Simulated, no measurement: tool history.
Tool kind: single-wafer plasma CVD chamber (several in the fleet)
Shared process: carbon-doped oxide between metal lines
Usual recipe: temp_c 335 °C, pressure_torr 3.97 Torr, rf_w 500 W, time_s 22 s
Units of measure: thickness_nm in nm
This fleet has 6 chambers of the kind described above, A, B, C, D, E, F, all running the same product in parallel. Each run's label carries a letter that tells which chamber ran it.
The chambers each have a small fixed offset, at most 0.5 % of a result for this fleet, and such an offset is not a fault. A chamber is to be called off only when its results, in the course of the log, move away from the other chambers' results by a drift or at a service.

run,hour,temp_c,pressure_torr,rf_w,time_s,"read-back reference wafer on the same gauge, thickness_nm",thickness_nm
1F,4.4,335,3.97,500,22,131.97,114.72
2B,9.7,335,3.97,500,22,132.03,114.6
3A,16.5,335,3.97,500,22,132.06,114.42
4E,20.4,335,3.97,500,22,131.98,114.21
5C,29,335,3.97,500,22,131.96,115.06
6D,33.9,335,3.97,500,22,131.96,114.06
# hour 36.2: chamber B: RF generator calibrated
7C,38.9,335,3.97,500,22,131.98,114.67
8A,45.3,335,3.97,500,22,132.08,115.07
# hour 50: chamber D: thermocouple changed; heater temperature recalibrated
9F,51.3,335,3.97,500,22,132.05,115.19
10B,55.8,335,3.97,500,22,131.96,114.48
11E,62.2,335,3.32,500,18.3,132.09,93.177
12D,70.2,335,3.32,500,18.3,131.88,93.864
13D,74.2,335,3.32,500,18.3,131.93,93.319
14F,81.4,335,3.32,500,18.3,132.06,93.875
15C,86.8,335,3.32,500,18.3,131.94,93.447
16B,95.7,335,3.32,500,18.3,132.08,93.207
17A,103.9,335,3.97,500,22,131.98,115.03
18E,109.7,335,3.97,500,22,131.88,114.76
19A,118.5,335,4.81,460,22,131.99,111.38
20F,123.2,335,4.81,460,22,132.07,111.55
21C,129.9,335,4.81,460,22,132,111.88
22B,137.2,335,4.81,460,22,132.07,110.92
23D,142.5,335,4.81,460,22,131.94,112.03
24E,149.3,335,4.81,460,22,131.98,111
25C,156.8,335,3.97,500,22,131.94,114.35
26E,163,335,3.97,500,22,132.06,113.51
27F,168.4,335,3.97,500,22,132.08,114.63
28B,172.9,343,3.31,500,22,132.05,108.56
29A,180.2,343,3.31,500,22,132.05,109.51
30D,186.4,343,3.31,500,22,132,109.99
31C,193.4,343,3.31,500,22,132.03,108.88
32F,199.3,343,3.31,500,22,131.95,109.6
33B,207.7,343,3.31,500,22,132.07,109.15
34E,213.7,335,3.97,500,22,131.96,114.37
35A,221.1,335,3.97,500,22,131.92,114.45
36D,229.3,335,3.97,500,22,131.95,115

Is one chamber out of step, is the gauge drifting, or do the chambers differ by no more than their own small offsets? For an off chamber, give its letter and the likeliest cause.

No chamber stands off beyond its own small offset, and the gauge holds steady.
